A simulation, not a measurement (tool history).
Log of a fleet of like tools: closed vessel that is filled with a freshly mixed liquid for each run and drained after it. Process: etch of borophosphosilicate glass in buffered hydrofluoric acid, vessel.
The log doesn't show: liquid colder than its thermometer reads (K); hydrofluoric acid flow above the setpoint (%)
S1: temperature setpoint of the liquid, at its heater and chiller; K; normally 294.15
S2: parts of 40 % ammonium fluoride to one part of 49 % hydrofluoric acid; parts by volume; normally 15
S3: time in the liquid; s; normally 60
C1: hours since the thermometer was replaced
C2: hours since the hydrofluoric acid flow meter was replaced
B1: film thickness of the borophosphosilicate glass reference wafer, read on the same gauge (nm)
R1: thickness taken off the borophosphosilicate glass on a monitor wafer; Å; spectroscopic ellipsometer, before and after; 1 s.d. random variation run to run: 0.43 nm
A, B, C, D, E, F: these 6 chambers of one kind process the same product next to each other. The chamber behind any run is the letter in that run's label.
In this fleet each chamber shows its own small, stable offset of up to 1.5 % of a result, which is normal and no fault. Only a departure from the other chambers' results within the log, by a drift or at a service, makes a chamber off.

run 1B day=0.171 | S1=294.15 S2=15 S3=60 | C1=1859.1 C2=311.0 | B1=120.01 | R1=496.02
run 2F day=0.333 | S1=294.15 S2=15 S3=60 | C1=1509.5 C2=680.0 | B1=119.97 | R1=499.86
run 3D day=0.467 | S1=294.15 S2=15 S3=60 | C1=188.0 C2=602.7 | B1=120.01 | R1=512.68
run 4E day=0.667 | S1=294.15 S2=15 S3=60 | C1=49.8 C2=1150.5 | B1=119.99 | R1=504.39
run 5C day=0.775 | S1=294.15 S2=15 S3=60 | C1=774.4 C2=158.8 | B1=119.97 | R1=504.24
run 6A day=0.892 | S1=298.65 S2=15 S3=60 | C1=649.5 C2=1020.1 | B1=120.02 | R1=650.07
run 7F day=1.067 | S1=298.65 S2=15 S3=60 | C1=1527.1 C2=697.6 | B1=119.95 | R1=642.56
run 8B day=1.304 | S1=298.65 S2=15 S3=60 | C1=1886.3 C2=338.2 | B1=120.02 | R1=623.86
run 9C day=1.488 | S1=298.65 S2=15 S3=60 | C1=791.5 C2=175.9 | B1=120.00 | R1=653.13
run 10E day=1.633 | S1=298.65 S2=15 S3=60 | C1=73.0 C2=1173.7 | B1=120.01 | R1=649.55
run 11D day=1.829 | S1=298.65 S2=15 S3=60 | C1=220.7 C2=635.4 | B1=120.02 | R1=652.23
run 12A day=2.008 | S1=294.15 S2=15 S3=60 | C1=676.3 C2=1046.9 | B1=120.00 | R1=501.61
run 13C day=2.250 | S1=294.15 S2=15 S3=60 | C1=809.8 C2=194.2 | B1=119.99 | R1=499.62
run 14D day=2.375 | S1=294.15 S2=15 S3=60 | C1=233.8 C2=648.5 | B1=120.00 | R1=518.24
run 15A day=2.588 | S1=294.15 S2=15 S3=60 | C1=690.2 C2=1060.8 | B1=119.98 | R1=503.45
run 16F day=2.742 | S1=297.65 S2=15 S3=60 | C1=1567.3 C2=737.8 | B1=120.07 | R1=603.74
run 17E day=2.983 | S1=297.65 S2=15 S3=60 | C1=105.4 C2=1206.1 | B1=120.02 | R1=615.10
run 18B day=3.208 | S1=297.65 S2=15 S3=60 | C1=1932.0 C2=383.9 | B1=120.03 | R1=600.20
run 19C day=3.362 | S1=297.65 S2=15 S3=60 | C1=836.5 C2=220.9 | B1=120.05 | R1=620.30
run 20E day=3.533 | S1=297.65 S2=15 S3=60 | C1=118.6 C2=1219.3 | B1=120.01 | R1=603.75
run 21F day=3.638 | S1=297.65 S2=15 S3=60 | C1=1588.8 C2=759.3 | B1=120.03 | R1=605.71
run 22D day=3.788 | S1=294.15 S2=15 S3=60 | C1=267.7 C2=682.4 | B1=120.03 | R1=493.42
run 23B day=4.021 | S1=294.15 S2=15 S3=60 | C1=1951.5 C2=403.4 | B1=120.02 | R1=497.09
run 24A day=4.200 | S1=294.15 S2=15 S3=60 | C1=728.9 C2=1099.5 | B1=120.01 | R1=502.91
run 25E day=4.308 | S1=294.15 S2=15 S3=60 | C1=137.2 C2=1237.9 | B1=120.03 | R1=509.15
run 26A day=4.421 | S1=294.15 S2=15 S3=60 | C1=734.2 C2=1104.8 | B1=120.02 | R1=489.36
run 27D day=4.579 | S1=294.15 S2=15 S3=60 | C1=286.7 C2=701.4 | B1=120.00 | R1=479.81
run 28C day=4.812 | S1=294.15 S2=15 S3=60 | C1=871.3 C2=255.7 | B1=120.02 | R1=510.50
run 29F day=4.938 | S1=294.15 S2=15 S3=60 | C1=1620.0 C2=790.5 | B1=120.02 | R1=498.65
run 30B day=5.083 | S1=294.15 S2=15 S3=95 | C1=1977.0 C2=428.9 | B1=120.03 | R1=792.77
run 31A day=5.200 | S1=294.15 S2=15 S3=95 | C1=752.9 C2=1123.5 | B1=120.00 | R1=788.84
run 32C day=5.379 | S1=294.15 S2=15 S3=95 | C1=884.9 C2=269.3 | B1=119.97 | R1=808.79
run 33B day=5.542 | S1=294.15 S2=15 S3=95 | C1=1988.0 C2=439.9 | B1=120.01 | R1=795.79
run 34F day=5.696 | S1=294.15 S2=15 S3=95 | C1=1638.2 C2=808.7 | B1=119.99 | R1=798.69
run 35D day=5.829 | S1=294.15 S2=15 S3=95 | C1=316.7 C2=731.4 | B1=120.03 | R1=728.50
run 36E day=6.038 | S1=292.15 S2=15 S3=60 | C1=178.7 C2=1279.4 | B1=120.06 | R1=461.08
-- day=6.150 chamber D: hydrofluoric acid flow meter replaced
run 37E day=6.221 | S1=292.15 S2=15 S3=60 | C1=183.1 C2=1283.8 | B1=120.01 | R1=454.64
run 38C day=6.388 | S1=292.15 S2=15 S3=60 | C1=909.1 C2=293.5 | B1=119.98 | R1=456.74
run 39D day=6.567 | S1=292.15 S2=15 S3=60 | C1=334.4 C2=10.0 | B1=120.05 | R1=405.28

Each of the 6 chambers runs these same settings next. Fill in every chamber's results:
run 40A day=6.746 | S1=294.15 S2=15 S3=75 | R1=?
run 40B day=6.746 | S1=294.15 S2=15 S3=75 | R1=?
run 40C day=6.746 | S1=294.15 S2=15 S3=75 | R1=?
run 40D day=6.746 | S1=294.15 S2=15 S3=75 | R1=?
run 40E day=6.746 | S1=294.15 S2=15 S3=75 | R1=?
run 40F day=6.746 | S1=294.15 S2=15 S3=75 | R1=?

run=40A R1=627.62
run=40B R1=617.43
run=40C R1=632.50
run=40D R1=563.38
run=40E R1=621.70
run=40F R1=626.16
